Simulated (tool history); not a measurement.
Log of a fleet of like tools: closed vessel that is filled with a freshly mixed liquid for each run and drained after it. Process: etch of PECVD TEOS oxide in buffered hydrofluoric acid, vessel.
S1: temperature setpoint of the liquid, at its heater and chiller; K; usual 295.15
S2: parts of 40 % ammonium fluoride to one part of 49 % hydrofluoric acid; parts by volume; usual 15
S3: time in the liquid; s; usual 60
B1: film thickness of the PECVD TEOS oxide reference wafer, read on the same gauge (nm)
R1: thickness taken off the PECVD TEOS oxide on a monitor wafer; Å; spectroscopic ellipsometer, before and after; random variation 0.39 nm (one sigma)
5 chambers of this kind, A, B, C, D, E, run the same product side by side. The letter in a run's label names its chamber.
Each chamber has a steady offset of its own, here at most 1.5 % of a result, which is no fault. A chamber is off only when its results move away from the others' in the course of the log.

At hour 6: chamber A: hydrofluoric acid flow meter replaced.
Run 1E, hour 7.7: usual settings; B1 140.02. Result: R1 454 Å.
Run 2D, hour 14.9: usual settings; B1 139.99. Result: R1 446.13 Å.
Run 3B, hour 26.8: usual settings; B1 139.98. Result: R1 445.01 Å.
Run 4C, hour 35.5: usual settings; B1 140.01. Result: R1 454.77 Å.
Run 5A, hour 44.8: usual settings but S2 18.5 parts by volume; B1 140. Result: R1 365.14 Å.
At hour 57.1: chamber C: hydrofluoric acid flow meter replaced.
Run 6B, hour 60.3: usual settings but S2 18.5 parts by volume; B1 140. Result: R1 366.85 Å.
Run 7A, hour 71.8: usual settings but S2 18.5 parts by volume; B1 139.98. Result: R1 369.74 Å.
Run 8D, hour 85.2: usual settings but S2 18.5 parts by volume; B1 140.01. Result: R1 363.46 Å.
Run 9C, hour 98.8: usual settings but S2 18.5 parts by volume; B1 140.02. Result: R1 370.53 Å.
Run 10E, hour 111.4: usual settings but S1 298.15 K, S2 18 parts by volume; B1 140. Result: R1 440.47 Å.
Run 11E, hour 127: usual settings but S1 298.15 K, S2 18 parts by volume; B1 140. Result: R1 437.52 Å.
Run 12B, hour 139: usual settings but S1 298.15 K, S2 18 parts by volume; B1 139.99. Result: R1 441.78 Å.
Run 13C, hour 150.7: usual settings but S1 298.15 K, S2 18 parts by volume; B1 140. Result: R1 450.07 Å.
At hour 151: chamber C: thermometer replaced.
Run 14A, hour 158.1: usual settings but S1 298.15 K, S2 18 parts by volume; B1 140.01. Result: R1 439.14 Å.
Run 15D, hour 167.2: usual settings; B1 140.01. Result: R1 444.24 Å.
Run 16A, hour 176: usual settings; B1 139.97. Result: R1 444.23 Å.
Run 17D, hour 186.9: usual settings; B1 139.99. Result: R1 447.11 Å.
Run 18B, hour 196.1: usual settings; B1 140.02. Result: R1 446.72 Å.
Run 19C, hour 204.6: usual settings; B1 140. Result: R1 453.79 Å.
Run 20E, hour 216.3: usual settings; B1 139.99. Result: R1 449.47 Å.
Run 21A, hour 228: usual settings; B1 140.02. Result: R1 450.69 Å.
Run 22B, hour 237.8: usual settings but S2 18.5 parts by volume, S3 40 s; B1 140. Result: R1 242.46 Å.
Run 23C, hour 245.2: usual settings but S2 18.5 parts by volume, S3 40 s; B1 139.97. Result: R1 247.08 Å.
Run 24E, hour 255: usual settings but S2 18.5 parts by volume, S3 40 s; B1 139.99. Result: R1 247.91 Å.
Run 25D, hour 262.9: usual settings but S2 18.5 parts by volume, S3 40 s; B1 140. Result: R1 244.64 Å.
Run 26A, hour 276.5: usual settings but S2 18.5 parts by volume, S3 40 s; B1 139.98. Result: R1 237.25 Å.
Run 27C, hour 283.8: usual settings but S1 298.15 K, S2 17 parts by volume; B1 139.99. Result: R1 477.62 Å.
Run 28B, hour 292: usual settings but S1 298.15 K, S2 17 parts by volume; B1 140. Result: R1 461.86 Å.
Run 29E, hour 306: usual settings but S1 298.15 K, S2 17 parts by volume; B1 139.99. Result: R1 466.42 Å.
Run 30D, hour 312.9: usual settings but S1 298.15 K, S2 17 parts by volume; B1 140.01. Result: R1 468.94 Å.
Run 31B, hour 327.1: usual settings but S1 298.15 K, S2 17 parts by volume; B1 140.03. Result: R1 465.76 Å.
Run 32E, hour 338.3: usual settings; B1 140.01. Result: R1 451.2 Å.
Run 33D, hour 352.4: usual settings; B1 140.03. Result: R1 447.01 Å.
Run 34A, hour 366.5: usual settings; B1 139.99. Result: R1 431.09 Å.
Run 35C, hour 381.7: usual settings; B1 139.99. Result: R1 458.63 Å.
At hour 383: chamber B: hydrofluoric acid flow meter replaced.
Run 36D, hour 391.4: usual settings; B1 140.01. Result: R1 451.9 Å.
Run 37A, hour 401.3: usual settings but S2 17.5 parts by volume, S3 95 s; B1 140.01. Result: R1 584.09 Å.
Run 38E, hour 412.9: usual settings but S2 17.5 parts by volume, S3 95 s; B1 140.02. Result: R1 619.82 Å.
Run 39B, hour 419.8: usual settings but S2 17.5 parts by volume, S3 95 s; B1 140.01. Result: R1 607.8 Å.
At hour 422.6: chamber E: hydrofluoric acid flow meter replaced.
Run 40C, hour 434.6: usual settings but S2 17.5 parts by volume, S3 95 s; B1 140. Result: R1 621.6 Å.
Run 41A, hour 442.5: usual settings but S2 17.5 parts by volume, S3 95 s; B1 140.02. Result: R1 585.16 Å.
Run 42E, hour 452.9: usual settings; B1 139.99. Result: R1 457.11 Å.
Run 43D, hour 461.9: usual settings; B1 140. Result: R1 451.11 Å.

Next, every chamber runs the same settings. What will each give?
Run 44A, hour 473.1: usual settings but S3 40 s. Result: R1 ?.
Run 44B, hour 473.1: usual settings but S3 40 s. Result: R1 ?.
Run 44C, hour 473.1: usual settings but S3 40 s. Result: R1 ?.
Run 44D, hour 473.1: usual settings but S3 40 s. Result: R1 ?.
Run 44E, hour 473.1: usual settings but S3 40 s. Result: R1 ?.

run      R1
44A  286.07
44B  296.64
44C  303.89
44D  294.83
44E   305.2

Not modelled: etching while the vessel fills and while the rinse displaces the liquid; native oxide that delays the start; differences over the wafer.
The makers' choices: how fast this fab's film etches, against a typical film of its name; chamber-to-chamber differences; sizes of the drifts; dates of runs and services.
